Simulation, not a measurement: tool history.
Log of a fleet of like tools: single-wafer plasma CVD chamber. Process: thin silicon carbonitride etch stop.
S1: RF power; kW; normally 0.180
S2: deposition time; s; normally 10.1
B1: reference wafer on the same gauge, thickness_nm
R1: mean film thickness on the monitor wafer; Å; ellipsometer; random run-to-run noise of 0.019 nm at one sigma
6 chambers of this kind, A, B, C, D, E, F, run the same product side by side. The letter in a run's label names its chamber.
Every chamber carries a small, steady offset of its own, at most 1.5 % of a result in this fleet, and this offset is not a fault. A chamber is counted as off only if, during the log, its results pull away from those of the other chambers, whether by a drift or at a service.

run 1A day=0.267 | S1=0.180 S2=10.1 | B1=5.7697 | R1=55.930
run 2F day=0.492 | S1=0.180 S2=10.1 | B1=5.7701 | R1=55.305
run 3D day=0.667 | S1=0.180 S2=10.1 | B1=5.7710 | R1=56.054
run 4E day=0.879 | S1=0.180 S2=10.1 | B1=5.7665 | R1=55.666
run 5B day=1.112 | S1=0.180 S2=10.1 | B1=5.7729 | R1=55.142
run 6C day=1.254 | S1=0.180 S2=10.1 | B1=5.7676 | R1=55.165
run 7E day=1.404 | S1=0.180 S2=10.1 | B1=5.7690 | R1=55.502
run 8F day=1.583 | S1=0.180 S2=10.1 | B1=5.7695 | R1=55.103
run 9D day=1.825 | S1=0.180 S2=11.2 | B1=5.7741 | R1=62.404
run 10A day=2.033 | S1=0.180 S2=11.2 | B1=5.7747 | R1=62.083
run 11B day=2.258 | S1=0.180 S2=11.2 | B1=5.7714 | R1=61.696
run 12C day=2.525 | S1=0.180 S2=11.2 | B1=5.7677 | R1=61.267
run 13E day=2.704 | S1=0.180 S2=11.2 | B1=5.7684 | R1=61.234
run 14C day=2.971 | S1=0.180 S2=11.2 | B1=5.7682 | R1=60.947
run 15A day=3.150 | S1=0.180 S2=10.1 | B1=5.7713 | R1=55.634
run 16F day=3.404 | S1=0.180 S2=10.1 | B1=5.7682 | R1=55.345
run 17B day=3.579 | S1=0.160 S2=8.2 | B1=5.7714 | R1=43.138
run 18D day=3.788 | S1=0.160 S2=8.2 | B1=5.7766 | R1=43.854
run 19B day=3.967 | S1=0.160 S2=8.2 | B1=5.7698 | R1=43.081
run 20A day=4.212 | S1=0.160 S2=8.2 | B1=5.7712 | R1=43.631
run 21E day=4.421 | S1=0.160 S2=8.2 | B1=5.7695 | R1=43.595
run 22F day=4.608 | S1=0.160 S2=8.2 | B1=5.7687 | R1=43.266
run 23C day=4.758 | S1=0.180 S2=10.1 | B1=5.7700 | R1=54.590
run 24D day=4.933 | S1=0.180 S2=8.4 | B1=5.7711 | R1=46.515
run 25B day=5.125 | S1=0.180 S2=8.4 | B1=5.7704 | R1=46.402
run 26F day=5.379 | S1=0.180 S2=8.4 | B1=5.7698 | R1=45.932
run 27A day=5.646 | S1=0.180 S2=8.4 | B1=5.7684 | R1=46.745
run 28D day=5.783 | S1=0.180 S2=8.4 | B1=5.7718 | R1=46.447
run 29C day=5.938 | S1=0.180 S2=8.4 | B1=5.7720 | R1=45.393
run 30E day=6.192 | S1=0.180 S2=10.1 | B1=5.7727 | R1=55.969
run 31E day=6.417 | S1=0.180 S2=10.1 | B1=5.7682 | R1=55.670
run 32A day=6.542 | S1=0.180 S2=10.1 | B1=5.7700 | R1=55.659
run 33B day=6.817 | S1=0.180 S2=10.1 | B1=5.7783 | R1=55.265
run 34F day=6.988 | S1=0.180 S2=10.1 | B1=5.7711 | R1=55.026
run 35C day=7.108 | S1=0.180 S2=10.1 | B1=5.7698 | R1=54.234
run 36D day=7.371 | S1=0.180 S2=10.1 | B1=5.7709 | R1=55.731
run 37B day=7.562 | S1=0.180 S2=10.1 | B1=5.7648 | R1=55.126
run 38C day=7.788 | S1=0.180 S2=10.1 | B1=5.7650 | R1=54.015

All chambers now run identical settings, listed one chamber a line with results as question marks. What results will each chamber show?
run 39A day=7.988 | S1=0.180 S2=10.8 | R1=?
run 39B day=7.988 | S1=0.180 S2=10.8 | R1=?
run 39C day=7.988 | S1=0.180 S2=10.8 | R1=?
run 39D day=7.988 | S1=0.180 S2=10.8 | R1=?
run 39E day=7.988 | S1=0.180 S2=10.8 | R1=?
run 39F day=7.988 | S1=0.180 S2=10.8 | R1=?

run=39A R1=59.796
run=39B R1=59.074
run=39C R1=58.041
run=39D R1=59.554
run=39E R1=59.673
run=39F R1=58.880
